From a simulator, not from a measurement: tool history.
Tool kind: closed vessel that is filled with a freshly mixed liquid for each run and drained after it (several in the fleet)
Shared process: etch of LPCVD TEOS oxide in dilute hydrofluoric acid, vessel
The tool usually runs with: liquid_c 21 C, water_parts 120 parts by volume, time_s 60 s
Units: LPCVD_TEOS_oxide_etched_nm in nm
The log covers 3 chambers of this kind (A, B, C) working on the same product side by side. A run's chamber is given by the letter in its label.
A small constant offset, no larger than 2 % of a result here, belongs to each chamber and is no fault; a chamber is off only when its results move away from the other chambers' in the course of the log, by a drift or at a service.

run   hour  liquid_c  water_parts  time_s  hours since the thermometer was replaced  hours since the hydrofluoric acid flow meter was replaced  read-back film thickness of the LPCVD TEOS oxide reference wafer, read on the same gauge (nm)  LPCVD_TEOS_oxide_etched_nm
 1B    8.6        21          120      60                                    1261.9                                                     1154.3                                                                                         39.994                      19.088
 2A   14.6        21          120      60                                     697.5                                                      499.2                                                                                         39.959                      19.453
 3C   26.5        21          120      60                                    1210.5                                                      356.5                                                                                         39.967                      19.315
 4C   37.2        21          120      60                                    1221.2                                                      367.2                                                                                         40.005                       19.23
 5A   42.6        21          120      60                                     725.5                                                      527.2                                                                                         39.996                      19.332
 6B   52.5        21          120      60                                    1305.8                                                     1198.2                                                                                         40.019                      19.033
 7A   60.3      23.5          120      60                                     743.2                                                      544.9                                                                                         39.949                      21.313
 8B   67.4      23.5          120      60                                    1320.7                                                     1213.1                                                                                         40.015                      20.866
 9C   78.7      23.5          120      60                                    1262.7                                                      408.7                                                                                         39.988                      21.337
10A   85.8        21          120      60                                     768.7                                                      570.4                                                                                         40.024                       19.27
11B   92.8        21          120      60                                    1346.1                                                     1238.5                                                                                         39.989                      18.916
12C  100.5        21          120      60                                    1284.5                                                      430.5                                                                                         39.999                      19.209
13B  108.1        21          120      60                                    1361.4                                                     1253.8                                                                                         40.018                      18.637
14A  115.4        21          120      60                                     798.3                                                        600                                                                                         40.021                      19.299
15C  124.5        21          120      60                                    1308.5                                                      454.5                                                                                         40.024                      19.318
16C  131.5        21          120      60                                    1315.5                                                      461.5                                                                                         39.994                      19.334
17B  141.1        21          120      60                                    1394.4                                                     1286.8                                                                                         39.979                       18.28
18A    150        21          120      60                                     832.9                                                      634.6                                                                                         40.054                      19.085
     156.7  -- chamber C: hydrofluoric acid flow meter replaced
19A  157.4        21          120      60                                     840.3                                                        642                                                                                         40.007                      19.341
20C  166.7        21          120      60                                    1350.7                                                       10.1                                                                                         39.983                      19.414
     170.8  -- chamber B: hydrofluoric acid flow meter replaced
21B  178.2        17          120      40                                    1431.5                                                        7.4                                                                                         40.015                      10.357
22B  187.9        17          120      40                                    1441.2                                                       17.1                                                                                         40.003                      10.158
23A  197.8        17          120      40                                     880.7                                                      682.4                                                                                         39.971                      10.913
24C    205        21          120      60                                      1389                                                       48.4                                                                                         40.057                      19.205
25A  213.5        21          120      60                                     896.4                                                      698.1                                                                                         40.019                      19.273
26C  225.2        21          120      60                                    1409.2                                                       68.6                                                                                         39.997                      19.297

Which is it: a chamber that has drifted or been left off by a service, a gauge drift common to all chambers, or only each chamber's usual small offset? If a chamber is off, name it and its likeliest cause.

One chamber, B, drifts off from the rest bit by bit.
What lies behind it: liquid colder than its thermometer reads (K) = 2.08.

Below are 4 candidate recipes for chamber B's next run, each the usual settings with a change, their results shown as question marks. Which of them brings B's results back in line with what the other chambers give on the usual settings?
Counts as in line when no further than this from what the other chambers average on the usual settings: LPCVD_TEOS_oxide_etched_nm 0.45 nm
27B-1  234.2        22          120      60                                                                                                                                                                                                                               ?
27B-2  234.2        21          110      60                                                                                                                                                                                                                               ?
27B-3  234.2        20          120      60                                                                                                                                                                                                                               ?
27B-4  234.2        21          120      55                                                                                                                                                                                                                               ?

Mean of the other chambers on the usual settings: LPCVD_TEOS_oxide_etched_nm 19.287 nm
  run  LPCVD_TEOS_oxide_etched_nm
27B-1                      18.281
27B-2                      19.376
27B-3                      16.843
27B-4                      16.088
Change 27B-2 lands the chamber within the allowed miss of the other chambers.

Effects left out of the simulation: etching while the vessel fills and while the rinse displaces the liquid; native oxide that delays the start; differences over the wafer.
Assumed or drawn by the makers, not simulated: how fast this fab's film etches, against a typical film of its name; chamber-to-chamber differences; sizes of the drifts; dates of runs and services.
